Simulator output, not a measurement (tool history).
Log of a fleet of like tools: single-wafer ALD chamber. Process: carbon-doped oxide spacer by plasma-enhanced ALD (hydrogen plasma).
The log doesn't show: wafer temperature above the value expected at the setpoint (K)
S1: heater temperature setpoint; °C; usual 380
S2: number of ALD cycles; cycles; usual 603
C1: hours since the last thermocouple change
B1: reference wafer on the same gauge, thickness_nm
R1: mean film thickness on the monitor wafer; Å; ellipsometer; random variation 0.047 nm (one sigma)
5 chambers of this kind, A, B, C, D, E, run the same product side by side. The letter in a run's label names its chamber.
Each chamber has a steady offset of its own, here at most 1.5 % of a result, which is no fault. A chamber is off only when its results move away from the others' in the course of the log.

Run 1E, hour 14.3: usual settings; C1 1821; B1 32.687. Result: R1 305.31 Å.
At hour 18.9: chamber D: thermocouple changed; heater temperature recalibrated.
Run 2B, hour 29.4: usual settings; C1 696.6; B1 32.684. Result: R1 301.65 Å.
Run 3A, hour 38.3: usual settings; C1 563.8; B1 32.689. Result: R1 299.03 Å.
Run 4D, hour 47.6: usual settings; C1 28.8; B1 32.682. Result: R1 299.85 Å.
Run 5C, hour 63.1: usual settings; C1 179.5; B1 32.668. Result: R1 302.97 Å.
Run 6A, hour 76.2: usual settings; C1 601.7; B1 32.666. Result: R1 299.26 Å.
Run 7D, hour 88.1: usual settings; C1 69.3; B1 32.664. Result: R1 298.7 Å.
Run 8E, hour 97.5: usual settings; C1 1904.2; B1 32.657. Result: R1 304.4 Å.
Run 9C, hour 107: usual settings; C1 223.4; B1 32.642. Result: R1 303.11 Å.
Run 10B, hour 117.9: usual settings; C1 785.1; B1 32.632. Result: R1 301.3 Å.
Run 11D, hour 128.8: usual settings; C1 110; B1 32.646. Result: R1 298.68 Å.
Run 12A, hour 136.1: usual settings; C1 661.6; B1 32.626. Result: R1 298.71 Å.
Run 13B, hour 150.8: usual settings; C1 818; B1 32.629. Result: R1 300.91 Å.
Run 14C, hour 163.3: usual settings; C1 279.7; B1 32.636. Result: R1 302.78 Å.
Run 15E, hour 178: usual settings; C1 1984.7; B1 32.62. Result: R1 304.9 Å.
Run 16C, hour 191.3: usual settings; C1 307.7; B1 32.611. Result: R1 302.11 Å.
Run 17B, hour 204.6: usual settings; C1 871.8; B1 32.616. Result: R1 301.16 Å.
Run 18D, hour 212.5: usual settings; C1 193.7; B1 32.61. Result: R1 298.47 Å.
Run 19E, hour 225.8: usual settings; C1 2032.5; B1 32.618. Result: R1 304.1 Å.
Run 20A, hour 235.6: usual settings; C1 761.1; B1 32.611. Result: R1 300.16 Å.
Run 21B, hour 245.2: usual settings; C1 912.4; B1 32.599. Result: R1 300.9 Å.
Run 22E, hour 252.2: usual settings but S1 391 °C, S2 703 cycles; C1 2058.9; B1 32.592. Result: R1 353.07 Å.
Run 23C, hour 260.5: usual settings but S1 391 °C, S2 703 cycles; C1 376.9; B1 32.592. Result: R1 352.2 Å.
Run 24A, hour 274.3: usual settings but S1 391 °C, S2 703 cycles; C1 799.8; B1 32.567. Result: R1 347.83 Å.
Run 25D, hour 287: usual settings but S1 391 °C, S2 703 cycles; C1 268.2; B1 32.577. Result: R1 347.11 Å.
Run 26C, hour 297.5: usual settings but S1 391 °C, S2 703 cycles; C1 413.9; B1 32.563. Result: R1 352.97 Å.
Run 27A, hour 305.9: usual settings; C1 831.4; B1 32.575. Result: R1 298.42 Å.
Run 28B, hour 313.3: usual settings but S1 385 °C, S2 702 cycles; C1 980.5; B1 32.556. Result: R1 349.24 Å.
Run 29E, hour 328.5: usual settings but S1 385 °C, S2 702 cycles; C1 2135.2; B1 32.549. Result: R1 352.66 Å.
Run 30D, hour 337.6: usual settings but S1 385 °C, S2 702 cycles; C1 318.8; B1 32.558. Result: R1 346.93 Å.
Run 31A, hour 345.3: usual settings but S1 385 °C, S2 702 cycles; C1 870.8; B1 32.556. Result: R1 347.98 Å.
Run 32C, hour 353.8: usual settings but S1 385 °C, S2 702 cycles; C1 470.2; B1 32.534. Result: R1 351.16 Å.
Run 33E, hour 361.2: usual settings but S2 658 cycles; C1 2167.9; B1 32.545. Result: R1 330.57 Å.
Run 34B, hour 369.8: usual settings but S2 658 cycles; C1 1037; B1 32.545. Result: R1 328.51 Å.
Run 35D, hour 379.4: usual settings but S2 658 cycles; C1 360.6; B1 32.533. Result: R1 324.64 Å.
Run 36C, hour 386.3: usual settings but S2 658 cycles; C1 502.7; B1 32.526. Result: R1 329.66 Å.
Run 37A, hour 400.8: usual settings but S2 658 cycles; C1 926.3; B1 32.535. Result: R1 325.46 Å.
Run 38B, hour 410.6: usual settings; C1 1077.8; B1 32.533. Result: R1 300.15 Å.
Run 39E, hour 422.6: usual settings but S1 375 °C; C1 2229.3; B1 32.51. Result: R1 303.53 Å.
Run 40D, hour 435.1: usual settings but S1 375 °C; C1 416.3; B1 32.526. Result: R1 297.92 Å.
Run 41E, hour 445.4: usual settings but S1 375 °C; C1 2252.1; B1 32.504. Result: R1 303.26 Å.
Run 42A, hour 452.6: usual settings but S1 375 °C; C1 978.1; B1 32.49. Result: R1 298.13 Å.
Run 43C, hour 468.4: usual settings but S1 375 °C; C1 584.8; B1 32.489. Result: R1 301.41 Å.

Next, every chamber runs the same settings. What will each give?
Run 44A, hour 479.8: usual settings but S2 690 cycles. Result: R1 ?.
Run 44B, hour 479.8: usual settings but S2 690 cycles. Result: R1 ?.
Run 44C, hour 479.8: usual settings but S2 690 cycles. Result: R1 ?.
Run 44D, hour 479.8: usual settings but S2 690 cycles. Result: R1 ?.
Run 44E, hour 479.8: usual settings but S2 690 cycles. Result: R1 ?.

run      R1
44A  340.38
44B  342.66
44C  344.99
44D  339.86
44E  346.82
